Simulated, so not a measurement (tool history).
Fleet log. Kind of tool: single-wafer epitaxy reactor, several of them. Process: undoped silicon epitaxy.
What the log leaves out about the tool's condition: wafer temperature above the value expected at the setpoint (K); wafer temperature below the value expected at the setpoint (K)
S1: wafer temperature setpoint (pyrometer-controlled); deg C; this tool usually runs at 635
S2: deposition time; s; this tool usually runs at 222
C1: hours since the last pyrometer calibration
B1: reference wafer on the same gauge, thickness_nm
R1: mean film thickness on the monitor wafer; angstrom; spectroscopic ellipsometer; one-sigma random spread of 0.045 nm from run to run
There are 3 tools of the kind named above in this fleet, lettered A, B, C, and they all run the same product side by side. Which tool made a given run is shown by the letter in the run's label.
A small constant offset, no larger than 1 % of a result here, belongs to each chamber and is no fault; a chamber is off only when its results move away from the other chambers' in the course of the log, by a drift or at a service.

Run 1B, hour 6.7: usual settings; C1 107.7; B1 26.601. Result: R1 267.56 angstrom.
Run 2A, hour 10.3: usual settings; C1 186.9; B1 26.614. Result: R1 268.41 angstrom.
Run 3C, hour 16.3: usual settings; C1 1338.9; B1 26.630. Result: R1 265.20 angstrom.
Run 4A, hour 22.6: usual settings; C1 199.2; B1 26.633. Result: R1 267.67 angstrom.
Run 5C, hour 26.9: usual settings; C1 1349.5; B1 26.644. Result: R1 266.17 angstrom.
Run 6B, hour 30.0: usual settings; C1 131.0; B1 26.641. Result: R1 267.75 angstrom.
Run 7A, hour 33.4: usual settings; C1 210.0; B1 26.651. Result: R1 267.52 angstrom.
Run 8C, hour 37.5: usual settings; C1 1360.1; B1 26.655. Result: R1 266.71 angstrom.
Run 9B, hour 40.8: usual settings; C1 141.8; B1 26.656. Result: R1 268.53 angstrom.
Run 10C, hour 46.4: usual settings; C1 1369.0; B1 26.663. Result: R1 266.39 angstrom.
Run 11B, hour 49.3: usual settings; C1 150.3; B1 26.665. Result: R1 268.04 angstrom.
Run 12A, hour 56.1: usual settings but S2 244 s; C1 232.7; B1 26.664. Result: R1 295.57 angstrom.
Run 13C, hour 59.5: usual settings but S2 244 s; C1 1382.1; B1 26.677. Result: R1 292.79 angstrom.
Run 14B, hour 64.5: usual settings but S2 244 s; C1 165.5; B1 26.682. Result: R1 294.19 angstrom.
Run 15A, hour 69.7: usual settings; C1 246.3; B1 26.687. Result: R1 268.67 angstrom.
Run 16B, hour 76.2: usual settings; C1 177.2; B1 26.694. Result: R1 268.46 angstrom.
Run 17A, hour 79.2: usual settings but S2 205 s; C1 255.8; B1 26.706. Result: R1 248.25 angstrom.
Run 18C, hour 83.4: usual settings but S2 205 s; C1 1406.0; B1 26.698. Result: R1 245.94 angstrom.
Run 19B, hour 88.4: usual settings but S2 205 s; C1 189.4; B1 26.718. Result: R1 247.27 angstrom.
Run 20C, hour 92.5: usual settings; C1 1415.1; B1 26.732. Result: R1 267.09 angstrom.
Run 21A, hour 98.5: usual settings; C1 275.1; B1 26.727. Result: R1 269.24 angstrom.
Run 22B, hour 104.3: usual settings but S1 643 deg C; C1 205.3; B1 26.736. Result: R1 321.36 angstrom.
Run 23A, hour 108.2: usual settings but S1 643 deg C; C1 284.8; B1 26.746. Result: R1 321.96 angstrom.
Run 24C, hour 111.7: usual settings but S1 643 deg C; C1 1434.3; B1 26.745. Result: R1 320.24 angstrom.
Run 25A, hour 115.8: usual settings; C1 292.4; B1 26.737. Result: R1 269.47 angstrom.
Run 26C, hour 120.0: usual settings; C1 1442.6; B1 26.747. Result: R1 266.45 angstrom.
Run 27B, hour 125.9: usual settings; C1 226.9; B1 26.757. Result: R1 269.27 angstrom.
Run 28B, hour 129.1: usual settings; C1 230.1; B1 26.767. Result: R1 268.66 angstrom.
Run 29A, hour 134.1: usual settings; C1 310.7; B1 26.785. Result: R1 269.37 angstrom.
Run 30C, hour 139.6: usual settings; C1 1462.2; B1 26.784. Result: R1 267.12 angstrom.

Predict what each chamber gives when all 3 of them run the settings below next.
Run 31A, hour 144.4: usual settings but S2 261 s. Result: R1 ?.
Run 31B, hour 144.4: usual settings but S2 261 s. Result: R1 ?.
Run 31C, hour 144.4: usual settings but S2 261 s. Result: R1 ?.

run      R1
31A  317.03
31B  316.18
31C  314.26
